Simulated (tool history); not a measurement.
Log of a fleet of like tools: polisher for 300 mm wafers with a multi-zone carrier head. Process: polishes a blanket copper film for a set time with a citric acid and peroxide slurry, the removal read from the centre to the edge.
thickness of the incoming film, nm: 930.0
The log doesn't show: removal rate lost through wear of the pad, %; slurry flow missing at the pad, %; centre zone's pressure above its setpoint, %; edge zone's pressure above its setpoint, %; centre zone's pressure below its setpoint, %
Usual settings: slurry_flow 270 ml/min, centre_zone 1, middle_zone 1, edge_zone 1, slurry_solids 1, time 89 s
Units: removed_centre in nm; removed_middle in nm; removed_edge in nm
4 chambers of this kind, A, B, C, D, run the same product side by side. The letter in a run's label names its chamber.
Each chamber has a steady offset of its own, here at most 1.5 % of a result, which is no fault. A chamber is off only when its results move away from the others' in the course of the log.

run,day,slurry_flow,centre_zone,middle_zone,edge_zone,slurry_solids,time,wafers polished on this pad,hours since the slurry nozzle was cleaned,hours since the centre zone pressure was calibrated,hours since the edge zone pressure was calibrated,removed_centre,removed_middle,removed_edge
1B,0.392,270,1,1,1,1,89,271,171.6,531.2,868.8,144.4,142.66,144.28
2A,0.758,270,1,1,1,1,89,159,197,671.4,148.9,147.34,145.72,145.17
3C,1.35,270,1,1,1,1,89,291,247.7,313.6,724.7,142.13,143.79,144.51
# day 1.912: chamber D: centre zone pressure recalibrated
4D,1.967,270,1,1,1,1,89,711,726.2,1.3,168.6,144.85,143.68,141.87
# day 2.204: chamber B: worn pad replaced by a new one
5C,2.458,270,0.93,1,1,1,89,517,274.3,340.2,751.3,136.84,145.18,145.62
# day 2.767: chamber C: slurry nozzle cleaned
6B,3.029,270,0.93,1,1,1,89,168,234.9,594.5,932.1,133.97,145.96,144.79
7A,3.55,270,0.93,1,1,1,89,729,264,738.4,215.9,138.47,145.39,146.97
8D,3.867,270,0.93,1,1,1,89,1099,771.8,46.9,214.2,131.73,143.83,143.61
# day 4.129: chamber D: slurry nozzle cleaned
9D,4.196,270,1,1,1,1,89,1166,1.7,54.8,222.1,145.7,144.69,143.96
10B,4.7,270,1,1,1,1,89,510,275,634.6,972.2,144.35,143.25,143.8
11C,5.196,270,1,1,1,1,89,1077,58.3,405.9,817,144.31,144.03,145.03
# day 5.517: chamber B: worn pad replaced by a new one
12A,5.758,270,1,1,1,1,89,1180,317,791.4,268.9,142.71,146.08,144.23
# day 5.979: chamber C: worn pad replaced by a new one
13C,6.271,270,1,1,1,1,89,59,84.1,431.7,842.8,145.83,142.69,143.56
# day 6.438: chamber A: worn pad replaced by a new one
14A,6.646,270,1,1,1,1,89,43,338.3,812.7,290.2,145.61,146.02,145.81
15D,6.95,270,1,1,1,1,89,1729,67.8,120.9,288.2,138.25,142.4,139.48
# day 7.117: chamber B: slurry nozzle cleaned
16B,7.483,270,1,1,1,1,89,402,8.9,701.4,1039,144.36,145.52,142.1
17C,7.971,270,1,1,1,1,89,407,124.9,472.5,883.6,144.56,144.39,143.09
18A,8.275,270,1,1,1,1,89,376,377.4,851.8,329.3,146.22,144.62,146.15
# day 8.583: chamber B: worn pad replaced by a new one
19B,8.788,270,1,1,1,1,89,42,40.2,732.7,1070.3,143.86,143.85,144.8
20D,9.075,270,1,1,1,1,89,2163,118.8,171.9,339.2,137.72,139.42,140.51
21C,9.604,270,1,1,1,1,89,740,164.1,511.7,922.8,145.91,144.56,144.76
22B,10.025,230,1,1,0.94,1,89,294,69.9,762.4,1100,141.42,140.95,136.07
# day 10.283: chamber C: edge zone pressure recalibrated
23A,10.396,230,1,1,0.94,1,89,809,428.3,902.7,380.2,143.32,142.31,138.96
24D,10.796,230,1,1,0.94,1,89,2515,160.1,213.2,380.5,136.82,135.2,129.72
25A,11.192,230,1,1,0.94,1,89,972,447.4,921.8,399.3,142.85,141.81,139.62
# day 11.525: chamber A: worn pad replaced by a new one
26B,11.721,270,1,1,1,1,89,641,110.6,803.1,1140.7,143.64,144.04,141.29
27D,12.167,270,1,1,1,1,89,2795,193,246.1,413.4,134.34,137.21,136.4
# day 12.346: chamber B: worn pad replaced by a new one
28C,12.488,270,1,1,1,1,89,1330,233.3,580.9,53,144.11,142.04,144.67
# day 12.879: chamber C: slurry nozzle cleaned
29C,13.021,270,1.11,1,1,1.15,89,1439,3.4,593.7,65.8,164.69,149.28,149.54
# day 13.246: chamber C: worn pad replaced by a new one
30B,13.362,270,1.11,1,1,1.15,89,208,150,842.5,1180.1,170.99,148.59,149.02
31A,13.692,270,1.11,1,1,1.15,89,443,507.4,981.8,459.3,169.44,149.17,148.41
32D,14.146,270,1.11,1,1,1.15,89,3200,240.5,293.6,460.9,154.3,138.87,136.45
33B,14.704,270,1,1,1,1,89,482,182.2,874.7,1212.3,141.83,143.06,144.56
34A,15.017,270,1,1,1,1,89,714,539.2,1013.6,491.1,144.08,144.75,147.25
35D,15.521,270,1,1,1,1,89,3481,273.5,326.6,493.9,130.55,134.16,130.82
36C,15.842,270,1,1,1,1,89,531,71.1,661.4,133.5,149.19,143.32,145.99
37D,16.121,270,1,1,1,1,89,3603,287.9,341,508.3,130.92,131.63,131.79
38A,16.621,270,1,1,1,1,89,1042,577.7,1052.1,529.6,144.71,146.23,145.58
39C,17.108,270,1,1,1,1,89,790,101.5,691.8,163.9,142.55,144,145.43

Is one chamber off against the others, does the gauge drift, or is nothing wrong? If a chamber is off, say which, and what the likeliest cause is.

Chamber D drifts away from the others.
Cause: removal rate lost through wear of the pad, % = 9.41.

Here are 4 candidates for chamber D's next run, each the usual settings with a change, their results left as question marks. Which one brings its results back in line with what the others give on the usual settings?
In line means no further than this from the other chambers' mean on the usual settings: removed_centre 6.9 nm; removed_middle 3.8 nm; removed_edge 4.2 nm
40D-1,17.562,275,1.02,0.99,1.01,1.05,106,,,,,?,?,?
40D-2,17.562,265,0.98,1.01,0.99,0.95,75,,,,,?,?,?
40D-3,17.562,275,1.01,0.99,1.01,1,98,,,,,?,?,?
40D-4,17.562,265,0.99,1.01,0.99,1,80,,,,,?,?,?

The other chambers' mean on the usual settings: removed_centre 145.13 nm; removed_middle 144.04 nm; removed_edge 144.27 nm
run,removed_centre,removed_middle,removed_edge
40D-1,160.86,156.25,157.47
40D-2,106.09,109.75,107.53
40D-3,145.57,142.95,144.06
40D-4,115.7,118.35,115.97
40D-3 brings the chamber back in line.

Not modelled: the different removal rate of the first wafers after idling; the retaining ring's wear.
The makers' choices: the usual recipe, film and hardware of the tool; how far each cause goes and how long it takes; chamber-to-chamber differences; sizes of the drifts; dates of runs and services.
